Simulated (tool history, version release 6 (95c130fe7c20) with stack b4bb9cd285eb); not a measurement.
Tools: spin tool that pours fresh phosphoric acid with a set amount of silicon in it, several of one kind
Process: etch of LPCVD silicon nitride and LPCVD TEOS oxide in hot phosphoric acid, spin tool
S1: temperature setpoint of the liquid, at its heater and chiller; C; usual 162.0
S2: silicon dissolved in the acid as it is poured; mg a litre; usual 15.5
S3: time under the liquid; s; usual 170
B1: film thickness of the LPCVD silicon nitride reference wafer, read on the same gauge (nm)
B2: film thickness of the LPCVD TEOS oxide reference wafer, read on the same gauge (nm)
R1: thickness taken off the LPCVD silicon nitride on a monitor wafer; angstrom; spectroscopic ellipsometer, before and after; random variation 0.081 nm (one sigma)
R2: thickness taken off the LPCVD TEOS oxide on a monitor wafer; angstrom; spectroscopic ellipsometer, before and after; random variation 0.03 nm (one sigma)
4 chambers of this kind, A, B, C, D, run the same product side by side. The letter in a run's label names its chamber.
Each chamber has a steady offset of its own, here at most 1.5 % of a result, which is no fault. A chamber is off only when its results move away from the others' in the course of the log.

run,hour,S1,S2,S3,B1,B2,R1,R2
1D,5.5,162.0,15.5,170,30.000,149.99,159.770,8.0403
# hour 8.3: chamber D: heated supply line repaired
2C,14.0,162.0,15.5,170,30.013,150.01,159.980,8.1323
3A,20.0,162.0,15.5,170,30.014,150.02,159.040,7.8256
4B,26.2,162.0,15.5,170,29.998,149.98,161.050,7.7979
# hour 31.0: chamber B: dissolved silicon flow meter replaced
5C,31.2,162.0,15.5,170,30.013,150.00,160.910,7.7668
6B,38.1,162.0,15.5,170,30.008,150.00,159.870,7.9236
7A,46.9,162.0,15.5,170,29.985,150.02,159.060,8.1440
8D,55.3,162.0,15.5,170,30.000,150.01,159.900,8.1374
9B,59.5,162.0,15.5,170,29.992,150.01,159.640,8.2797
10C,63.3,162.0,15.5,170,29.994,150.02,161.020,8.0686
11A,70.9,162.0,15.5,170,30.006,150.03,160.080,7.8145
12D,79.0,162.0,15.5,170,30.002,150.01,162.700,7.7826
13D,82.8,162.0,15.5,170,29.990,150.01,162.750,8.4730
14C,91.2,162.0,15.5,170,30.018,149.99,160.460,7.4368
15A,97.7,162.0,15.5,170,29.998,149.96,160.120,7.6709
16B,103.0,162.0,15.5,170,30.013,150.02,161.030,7.7547
17D,108.4,162.0,15.5,170,29.980,149.99,159.950,8.1306
18B,112.5,162.0,15.5,170,30.001,149.97,160.380,7.7970
19A,119.9,162.0,15.5,170,29.996,150.01,160.150,8.1351
20C,124.6,159.5,15.5,100,30.001,150.01,86.429,3.9556
# hour 129.7: chamber C: dissolved silicon flow meter replaced
21B,133.4,159.5,15.5,100,30.010,150.02,86.728,3.9460
22A,138.7,159.5,15.5,100,30.000,149.98,86.008,3.9309
23C,145.6,159.5,15.5,100,30.023,150.01,87.109,4.1499
24D,154.2,162.0,15.5,170,30.002,150.01,160.070,7.6501
25D,163.1,162.0,15.5,170,30.014,150.01,161.270,7.8966
26C,169.9,162.0,15.5,170,29.991,150.02,159.510,7.7468
27A,175.7,162.0,15.5,170,29.998,150.03,160.410,7.4657

Is one chamber off against the others, does the gauge drift, or is nothing wrong? If a chamber is off, say which, and what the likeliest cause is.

No chamber stands off beyond its own small offset, and the gauge holds steady.

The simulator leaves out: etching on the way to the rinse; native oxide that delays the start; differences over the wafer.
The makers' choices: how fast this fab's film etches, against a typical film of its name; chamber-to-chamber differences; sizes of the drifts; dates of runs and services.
